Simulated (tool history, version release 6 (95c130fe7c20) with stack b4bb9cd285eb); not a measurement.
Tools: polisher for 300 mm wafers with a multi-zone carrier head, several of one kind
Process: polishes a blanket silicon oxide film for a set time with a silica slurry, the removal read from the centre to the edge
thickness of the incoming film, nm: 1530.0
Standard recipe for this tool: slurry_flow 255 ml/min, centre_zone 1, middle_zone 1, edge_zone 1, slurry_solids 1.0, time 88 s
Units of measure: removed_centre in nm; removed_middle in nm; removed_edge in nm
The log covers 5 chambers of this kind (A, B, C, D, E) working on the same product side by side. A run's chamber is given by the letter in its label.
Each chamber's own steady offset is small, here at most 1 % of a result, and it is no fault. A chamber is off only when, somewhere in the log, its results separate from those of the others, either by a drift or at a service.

run   hour  slurry_flow  centre_zone  middle_zone  edge_zone  slurry_solids  time  wafers polished on this pad  hours since the slurry nozzle was cleaned  hours since the centre zone pressure was calibrated  hours since the edge zone pressure was calibrated  removed_centre  removed_middle  removed_edge
       8.9  -- chamber E: worn pad replaced by a new one
 1A    9.6          255            1            1          1            1.0    88                          236                                       10.3                                                370.2                                              673.2          279.23          282.88        275.78
      12.7  -- chamber C: worn pad replaced by a new one
 2D   15.6          255            1            1          1            1.0    88                          413                                      442.1                                                 70.3                                              949.2          278.48          283.08        282.59
      18.0  -- chamber C: slurry nozzle cleaned
 3B   23.2          255            1            1          1            1.0    88                         1448                                      698.3                                                317.4                                              696.2          282.75          282.78        282.72
      28.5  -- chamber B: worn pad replaced by a new one
 4C   28.9          255            1            1          1            1.0    88                          187                                       11.0                                                527.1                                               63.6          281.90          282.98        281.57
 5E   40.4          255            1            1          1            1.0   115                          362                                      170.8                                                959.8                                              639.8          370.48          368.72        365.83
 6C   51.1          255            1            1          1            1.0   115                          443                                       33.2                                                549.3                                               85.8          368.13          369.19        370.36
      54.4  -- chamber D: worn pad replaced by a new one
      55.1  -- chamber A: worn pad replaced by a new one
      57.4  -- chamber B: slurry nozzle cleaned
      59.1  -- chamber E: worn pad replaced by a new one
 7A   62.5          255            1            1          1            1.0   115                           85                                       63.2                                                423.1                                              726.1          366.02          373.63        368.42
 8E   71.2          255            1            1          1            1.0   115                          140                                      201.6                                                990.6                                              670.6          362.71          366.82        365.63
 9B   82.1          255            1            1          1            1.0   115                          618                                       24.7                                                376.3                                              755.1          370.17          371.35        367.02
      82.5  -- chamber E: slurry nozzle cleaned
10D   91.7          255            1            1          1            1.0    88                          430                                      518.2                                                146.4                                             1025.3          283.53          282.10        278.27
     104.6  -- chamber A: worn pad replaced by a new one
11E  104.6          255            1            1          1            1.0    88                          525                                       22.1                                               1024.0                                              704.0          280.86          279.48        282.65
12C  117.1          255            1            1          1            1.0    88                         1203                                       99.2                                                615.3                                              151.8          282.10          284.89        286.10
     123.6  -- chamber E: worn pad replaced by a new one
13D  128.5          255            1            1          1            1.0    88                          854                                      555.0                                                183.2                                             1062.1          282.86          280.08        277.16
     136.7  -- chamber D: worn pad replaced by a new one
14B  137.2          255            1            1          1            0.9    88                         1253                                       79.8                                                431.4                                              810.2          275.37          271.60        264.93
     137.9  -- chamber B: edge zone pressure recalibrated
     140.2  -- chamber B: worn pad replaced by a new one
     142.9  -- chamber C: worn pad replaced by a new one
15A  149.3          255            1            1          1            0.9    88                          515                                      150.0                                                509.9                                              812.9          264.35          268.47        267.18
16C  156.6          255            1            1          1            0.9    88                          158                                      138.7                                                654.8                                              191.3          267.40          269.22        264.62
     163.6  -- chamber A: worn pad replaced by a new one
17D  166.4          255            1            1          1            0.9    88                          342                                      592.9                                                221.1                                             1100.0          266.16          265.74        265.35
18A  172.6          255            1            1          1            0.9    88                          104                                      173.3                                                533.2                                              836.2          268.43          266.73        270.50
19E  181.9          255            1            1          1            1.0    88                          671                                       99.4                                               1101.3                                              781.3          284.45          281.69        284.81
     185.1  -- chamber E: worn pad replaced by a new one
20B  190.9          255            1            1          1            1.0    88                          584                                      133.5                                                485.1                                               53.0          298.11          280.34        284.69
21A  197.9          255            1            1          1            1.0    88                          396                                      198.6                                                558.5                                              861.5          277.40          282.38        277.98
22D  205.4          255            1            1          1            1.0    88                          791                                      631.9                                                260.1                                             1139.0          282.43          278.38        283.40
23C  211.9          255            1            1          1            1.0    88                          795                                      194.0                                                710.1                                              246.6          282.52          284.88        280.64
     219.8  -- chamber D: worn pad replaced by a new one
     219.8  -- chamber C: slurry nozzle cleaned
     221.6  -- chamber A: worn pad replaced by a new one
24E  222.4          255            1            1          1            1.0    88                          429                                      139.9                                               1141.8                                              821.8          283.92          280.99        277.58
25B  230.7          255            1            1          1            1.0    88                         1042                                      173.3                                                524.9                                               92.8          297.16          281.24        277.19
     241.0  -- chamber E: worn pad replaced by a new one
26E  241.0          255            1            1          1            1.0    88                            0                                      158.5                                               1160.4                                              840.4          282.26          284.63        285.17
     242.1  -- chamber D: edge zone pressure recalibrated
27D  251.9          255            1            1          1            1.0    88                          370                                      678.4                                                306.6                                                9.8          282.39          280.02        283.49
     259.4  -- chamber B: worn pad replaced by a new one
28B  264.9          255            1            1          1            1.0    88                           63                                      207.5                                                559.1                                              127.0          306.91          279.72        283.21
     268.0  -- chamber C: worn pad replaced by a new one
     274.8  -- chamber A: worn pad replaced by a new one
29A  276.5          255            1            1          1            1.0    88                           19                                      277.2                                                637.1                                              940.1          278.09          281.60        282.46
30C  283.6          255            1            1          1            1.0    59                          179                                       63.9                                                781.8                                              318.3          188.01          190.37        190.02
31D  289.6          255            1            1          1            1.0    59                          804                                      716.1                                                344.3                                               47.5          187.46          190.04        190.83

Predict what each chamber gives when all 5 of them run the settings below next.
32A  299.0          255            1            1          1            1.0    75                                                                                                                                                                                               ?               ?             ?
32B  299.0          255            1            1          1            1.0    75                                                                                                                                                                                               ?               ?             ?
32C  299.0          255            1            1          1            1.0    75                                                                                                                                                                                               ?               ?             ?
32D  299.0          255            1            1          1            1.0    75                                                                                                                                                                                               ?               ?             ?
32E  299.0          255            1            1          1            1.0    75                                                                                                                                                                                               ?               ?             ?

run  removed_centre  removed_middle  removed_edge
32A          238.99          240.84        238.73
32B          264.90          238.90        236.84
32C          239.74          240.32        242.77
32D          239.86          242.60        242.24
32E          241.42          240.55        244.09
